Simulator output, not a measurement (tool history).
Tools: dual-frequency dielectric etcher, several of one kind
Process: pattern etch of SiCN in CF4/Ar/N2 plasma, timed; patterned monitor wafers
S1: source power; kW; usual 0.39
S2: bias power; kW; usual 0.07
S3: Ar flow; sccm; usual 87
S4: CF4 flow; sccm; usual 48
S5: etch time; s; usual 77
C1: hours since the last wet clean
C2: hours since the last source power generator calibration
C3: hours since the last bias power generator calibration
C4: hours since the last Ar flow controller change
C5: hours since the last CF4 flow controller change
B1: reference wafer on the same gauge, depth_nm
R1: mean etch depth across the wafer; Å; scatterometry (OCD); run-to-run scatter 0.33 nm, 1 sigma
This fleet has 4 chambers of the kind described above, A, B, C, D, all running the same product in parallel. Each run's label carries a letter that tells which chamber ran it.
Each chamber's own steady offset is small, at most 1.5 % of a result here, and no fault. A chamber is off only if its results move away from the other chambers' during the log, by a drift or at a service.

run,hour,S1,S2,S3,S4,S5,C1,C2,C3,C4,C5,B1,R1
1B,4.3,0.39,0.07,87,48,77,174.9,1877.8,369.7,3400.1,2295.4,62.19,551.67
2C,6.7,0.39,0.07,87,48,77,99.2,2013.1,3646,1124.8,1424.6,62.169,554.01
3A,9.9,0.39,0.07,87,48,77,273.3,311.2,389.5,352.4,2550.4,62.269,557.34
4D,13.6,0.39,0.07,87,48,77,74.8,205.3,2737,3062.2,2026.2,62.185,556.27
5D,17,0.39,0.07,87,48,77,78.2,208.7,2740.4,3065.6,2029.6,62.148,554.15
6A,19.9,0.39,0.07,87,48,77,283.3,321.2,399.5,362.4,2560.4,62.247,560.39
7B,23.2,0.36,0.07,87,48,92.5,193.8,1896.7,388.6,3419,2314.3,62.081,618.99
8C,27.2,0.36,0.07,87,48,92.5,119.7,2033.6,3666.5,1145.3,1445.1,62.287,624.03
9C,30.7,0.36,0.07,87,48,92.5,123.2,2037.1,3670,1148.8,1448.6,62.182,618.05
10D,34.1,0.36,0.07,87,48,92.5,95.3,225.8,2757.5,3082.7,2046.7,62.141,623.9
11A,38.6,0.39,0.07,87,48,77,302,339.9,418.2,381.1,2579.1,62.131,558.52
12B,41.3,0.39,0.07,87,48,77,211.9,1914.8,406.7,3437.1,2332.4,62.209,553.61
13C,45.7,0.39,0.07,87,48,77,138.2,2052.1,3685,1163.8,1463.6,62.184,555.21
14B,47.9,0.39,0.07,87,48,77,218.5,1921.4,413.3,3443.7,2339,62.229,558
15A,50.7,0.39,0.07,87,48,77,314.1,352,430.3,393.2,2591.2,62.144,559.57
16D,54.9,0.39,0.07,87,48,77,116.1,246.6,2778.3,3103.5,2067.5,62.165,557.96
17C,58,0.39,0.07,87,48,77,150.5,2064.4,3697.3,1176.1,1475.9,62.149,555.25
18A,62.6,0.39,0.07,87,48,77,326,363.9,442.2,405.1,2603.1,62.304,555.97
19D,66.4,0.39,0.07,87,48,77,127.6,258.1,2789.8,3115,2079,62.155,551.81
20B,69.6,0.45,0.07,87,48,55.5,240.2,1943.1,435,3465.4,2360.7,62.213,464.34
21A,72.4,0.45,0.07,87,48,55.5,335.8,373.7,452,414.9,2612.9,62.185,460.72
22C,77.1,0.45,0.07,87,48,55.5,169.6,2083.5,3716.4,1195.2,1495,62.167,454.06
23B,79.5,0.45,0.07,87,48,55.5,250.1,1953,444.9,3475.3,2370.6,62.175,464.36
24D,83.9,0.39,0.07,87,48,77,145.1,275.6,2807.3,3132.5,2096.5,62.174,552.93
25D,88.1,0.39,0.07,87,48,77,149.3,279.8,2811.5,3136.7,2100.7,62.142,560.09
26C,91,0.39,0.07,87,48,77,183.5,2097.4,3730.3,1209.1,1508.9,62.247,552.3
27B,94.2,0.39,0.07,87,48,77,264.8,1967.7,459.6,3490,2385.3,62.218,568.69
28A,96.7,0.39,0.07,87,48,77,360.1,398,476.3,439.2,2637.2,62.159,554.66
29B,100.4,0.42,0.085,87,48,77,271,1973.9,465.8,3496.2,2391.5,62.147,648.73
30A,102.9,0.42,0.085,87,48,77,366.3,404.2,482.5,445.4,2643.4,62.314,636.08
31D,106.9,0.42,0.085,87,48,77,168.1,298.6,2830.3,3155.5,2119.5,62.228,643.12
32C,110.9,0.42,0.085,87,48,77,203.4,2117.3,3750.2,1229,1528.8,62.221,637.74
33C,112.9,0.39,0.07,87,48,77,205.4,2119.3,3752.2,1231,1530.8,62.197,553.04
34B,116.2,0.39,0.083,87,48,77,286.8,1989.7,481.6,3512,2407.3,62.194,608.83

For the next run the whole fleet of 4 chambers uses the same settings. Give each chamber's results:
35A,119.6,0.39,0.083,87,48,77,,,,,,,?
35B,119.6,0.39,0.083,87,48,77,,,,,,,?
35C,119.6,0.39,0.083,87,48,77,,,,,,,?
35D,119.6,0.39,0.083,87,48,77,,,,,,,?

run,R1
35A,591.81
35B,606.18
35C,588
35D,592.84

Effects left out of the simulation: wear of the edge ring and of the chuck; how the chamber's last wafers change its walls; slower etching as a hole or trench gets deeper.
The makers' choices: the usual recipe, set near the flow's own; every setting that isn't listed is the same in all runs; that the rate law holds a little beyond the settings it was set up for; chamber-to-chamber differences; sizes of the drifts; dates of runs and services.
